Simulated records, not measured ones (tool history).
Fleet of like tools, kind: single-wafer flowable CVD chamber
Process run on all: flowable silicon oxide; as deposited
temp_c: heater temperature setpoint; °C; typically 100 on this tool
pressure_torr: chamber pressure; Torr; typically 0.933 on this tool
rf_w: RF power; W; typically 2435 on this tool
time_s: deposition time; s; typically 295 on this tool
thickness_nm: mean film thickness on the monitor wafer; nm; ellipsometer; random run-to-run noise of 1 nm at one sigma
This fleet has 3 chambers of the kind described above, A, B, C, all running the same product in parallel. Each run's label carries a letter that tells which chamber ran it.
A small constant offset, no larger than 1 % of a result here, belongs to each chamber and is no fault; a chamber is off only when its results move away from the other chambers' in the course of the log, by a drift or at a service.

run	day	temp_c	pressure_torr	rf_w	time_s	read-back reference wafer on the same gauge, thickness_nm	thickness_nm
1C	0.188	100	0.933	2435	295	193.14	227.45
2A	0.329	100	0.933	2435	295	193.11	225.51
3B	0.45	100	0.933	2435	295	192.87	223.02
4C	0.562	100	0.933	2435	295	192.76	224.62
5A	0.679	100	0.933	2435	295	193	223.18
6B	0.808	100	0.933	2435	295	192.86	225.26
7A	0.967	100	0.933	2435	295	193.31	225.66
8C	1.142	100	0.933	2435	295	193.03	226.21
9B	1.3	107	0.933	2435	295	193	178.59
10C	1.417	107	0.933	2435	295	192.93	180.14
11B	1.6	107	0.933	2435	295	193.02	175.93
12A	1.708	100	0.933	2435	295	193.11	223.88
13A	1.871	100	0.933	2435	295	193.11	224.9
14C	1.958	100	0.933	2435	295	193.02	226.25
15B	2.104	107	0.933	2435	265	193.09	158.62
# day 2.175: chamber B: thermocouple changed; heater temperature recalibrated
16B	2.229	107	0.933	2435	265	193.06	159.68
17A	2.388	107	0.933	2435	265	192.87	157.44
18C	2.558	100	0.933	2435	295	193.11	227.91
19C	2.746	100	0.933	2435	295	192.72	227.45
20B	2.867	100	0.933	2435	295	192.86	224.59
21A	2.979	100	0.933	2435	295	193.02	224.04

All 3 chambers run these settings next. Forecast each chamber's results:
22A	3.121	100	1.089	2435	295		?
22B	3.121	100	1.089	2435	295		?
22C	3.121	100	1.089	2435	295		?

run	thickness_nm
22A	270.16
22B	269.27
22C	272.86

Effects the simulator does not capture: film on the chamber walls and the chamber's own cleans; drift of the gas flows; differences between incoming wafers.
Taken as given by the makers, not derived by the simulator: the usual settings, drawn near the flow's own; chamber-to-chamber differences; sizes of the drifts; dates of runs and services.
